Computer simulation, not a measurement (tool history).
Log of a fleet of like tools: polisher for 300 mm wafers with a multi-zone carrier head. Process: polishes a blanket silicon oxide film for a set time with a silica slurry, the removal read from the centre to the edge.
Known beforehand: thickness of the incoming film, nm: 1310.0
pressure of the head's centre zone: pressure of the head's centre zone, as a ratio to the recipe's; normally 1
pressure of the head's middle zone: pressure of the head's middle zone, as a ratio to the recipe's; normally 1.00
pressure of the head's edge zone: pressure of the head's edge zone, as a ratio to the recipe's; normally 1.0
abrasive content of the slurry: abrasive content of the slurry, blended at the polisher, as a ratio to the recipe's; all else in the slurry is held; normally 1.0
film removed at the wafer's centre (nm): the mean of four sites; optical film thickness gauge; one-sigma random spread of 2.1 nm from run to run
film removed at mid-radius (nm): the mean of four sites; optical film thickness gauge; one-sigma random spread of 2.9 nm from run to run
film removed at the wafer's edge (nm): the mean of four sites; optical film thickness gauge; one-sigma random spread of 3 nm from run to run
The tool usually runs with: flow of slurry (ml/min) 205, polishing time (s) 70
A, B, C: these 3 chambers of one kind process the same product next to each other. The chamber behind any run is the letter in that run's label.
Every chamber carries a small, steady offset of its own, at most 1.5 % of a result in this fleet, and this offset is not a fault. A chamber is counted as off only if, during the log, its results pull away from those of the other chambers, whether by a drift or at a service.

run	hour	flow of slurry (ml/min)	pressure of the head's centre zone	pressure of the head's middle zone	pressure of the head's edge zone	abrasive content of the slurry	polishing time (s)	wafers polished on this pad	hours since the slurry nozzle was cleaned	hours since the centre zone pressure was calibrated	hours since the edge zone pressure was calibrated	film removed at the wafer's centre (nm)	film removed at mid-radius (nm)	film removed at the wafer's edge (nm)
1B	6.2	205	1	1.00	1.0	1.0	70	238	271.4	256.5	252.6	227.95	229.87	232.06
2C	12.3	205	1	1.00	1.0	1.0	70	1170	161.0	629.5	83.3	232.84	228.19	228.33
3A	17.4	205	1	1.00	1.0	1.0	70	665	733.5	733.2	206.9	233.64	232.27	232.01
4B	20.6	205	1	1.00	1.0	1.0	70	369	285.8	270.9	267.0	232.76	234.48	229.78
5C	25.3	205	1	1.00	1.0	1.0	70	1288	174.0	642.5	96.3	230.98	230.53	232.69
6A	28.3	185	1	1.00	1.0	0.8	70	764	744.4	744.1	217.8	200.17	200.10	202.44
# hour 29.4: chamber A: slurry nozzle cleaned
# hour 30.6: chamber C: worn pad replaced by a new one
7B	33.6	185	1	1.00	1.0	0.8	70	487	298.8	283.9	280.0	203.99	203.48	204.74
8A	38.8	185	1	1.00	1.0	0.8	70	860	9.5	754.6	228.3	206.12	207.01	211.53
9C	44.0	205	1	1.11	1.0	1.0	89	122	192.7	661.2	115.0	296.62	325.45	290.75
# hour 45.2: chamber B: worn pad replaced by a new one
10C	47.7	205	1	1.11	1.0	1.0	89	155	196.4	664.9	118.7	292.92	333.80	294.08
11A	53.6	205	1	1.11	1.0	1.0	89	994	24.3	769.4	243.1	291.35	327.60	295.63
12B	59.3	205	1	1.00	1.0	1.0	70	128	324.5	309.6	305.7	230.70	231.20	228.15
# hour 59.5: chamber A: worn pad replaced by a new one
# hour 60.8: chamber A: centre zone pressure recalibrated
13C	65.0	205	1	1.00	1.0	1.2	82	312	213.7	682.2	136.0	299.76	292.76	292.19
14B	68.6	205	1	1.00	1.0	1.2	82	212	333.8	318.9	315.0	289.57	289.87	294.79
15A	72.0	205	1	1.00	1.0	1.2	82	113	42.7	11.3	261.5	324.10	292.38	293.17
16C	76.3	205	1	1.00	1.0	1.0	70	415	225.0	693.5	147.3	231.10	230.55	232.94
17B	80.8	205	1	1.00	1.0	1.0	70	323	346.0	331.1	327.2	233.40	229.58	239.84
18A	86.4	205	1	1.00	1.0	1.0	70	244	57.1	25.7	275.9	253.80	228.98	231.14
19C	90.8	205	1	1.00	1.0	1.0	70	547	239.5	708.0	161.8	230.03	231.25	226.37
20B	93.9	205	1	1.00	1.0	1.0	70	442	359.1	344.2	340.3	230.92	238.77	228.94
21A	100.1	205	1	1.00	1.0	1.0	70	368	70.8	39.4	289.6	249.72	233.02	229.42
22C	106.0	205	1	1.00	1.0	1.0	70	685	254.7	723.2	177.0	234.92	238.02	233.26
# hour 106.2: chamber B: worn pad replaced by a new one
23A	109.9	205	1	1.00	1.0	1.0	70	457	80.6	49.2	299.4	252.72	229.48	231.66
24B	115.4	205	1	1.11	1.0	1.0	81	84	380.6	365.7	361.8	269.48	300.07	269.59
25B	118.9	205	1	1.11	1.0	1.0	81	116	384.1	369.2	365.3	266.35	296.39	271.81
26A	122.5	205	1	1.11	1.0	1.0	81	572	93.2	61.8	312.0	293.21	294.78	269.83
27C	126.6	205	1	1.00	1.1	1.0	70	872	275.3	743.8	197.6	237.14	231.62	243.42
28B	130.9	205	1	1.00	1.1	1.0	70	225	396.1	381.2	377.3	233.73	231.11	246.01
29C	136.2	205	1	1.00	1.1	1.0	70	959	284.9	753.4	207.2	236.53	231.24	242.34
30A	141.1	205	1	1.00	1.0	1.0	70	740	111.8	80.4	330.6	253.29	231.79	230.11
31A	145.8	205	1	1.00	1.0	1.0	70	783	116.5	85.1	335.3	250.85	230.82	236.08
32B	150.9	205	1	1.00	1.0	1.0	70	406	416.1	401.2	397.3	229.41	232.72	231.50
33C	154.5	205	1	1.00	1.0	1.0	70	1125	303.2	771.7	225.5	236.17	229.32	234.03
# hour 154.8: chamber C: centre zone pressure recalibrated
34C	159.8	205	1	1.00	1.0	1.0	70	1173	308.5	5.0	230.8	229.05	235.13	226.56
# hour 160.8: chamber A: worn pad replaced by a new one
35A	164.8	205	1	1.00	1.0	1.0	70	36	135.5	104.1	354.3	249.11	227.19	231.89

Which is it: a chamber that has drifted or been left off by a service, a gauge drift common to all chambers, or only each chamber's usual small offset? If a chamber is off, name it and its likeliest cause.

A service on chamber A put it out of line with the rest.
Likeliest cause: centre zone's pressure above its setpoint, % = 8.62.

Chamber A could run next with any of the 4 candidate recipes listed below; each alters the usual settings, and their results appear as question marks. Which one brings its results back in line with what the other chambers deliver on the usual settings?
Maximum distance from the other chambers' mean on the usual settings for a result to count as in line: film removed at the wafer's centre (nm) 7.20; film removed at mid-radius (nm) 10.00; film removed at the wafer's edge (nm) 11.00
36A-1	169.6	210	1.07	0.98	0.98	1.0	70					?	?	?
36A-2	169.6	200	0.93	1.02	1.02	1.0	70					?	?	?
36A-3	169.6	215	1.13	0.97	0.96	1.0	71					?	?	?
36A-4	169.6	195	0.88	1.02	1.04	1.0	69					?	?	?

Mean of the other chambers on the usual settings: film removed at the wafer's centre (nm) 232.12; film removed at mid-radius (nm) 232.22; film removed at the wafer's edge (nm) 231.66
run	film removed at the wafer's centre (nm)	film removed at mid-radius (nm)	film removed at the wafer's edge (nm)
36A-1	275.54	228.38	227.87
36A-2	234.53	235.44	231.39
36A-3	297.58	230.15	229.24
36A-4	216.56	231.28	229.82
With 36A-2, the chamber falls back in line with the rest.
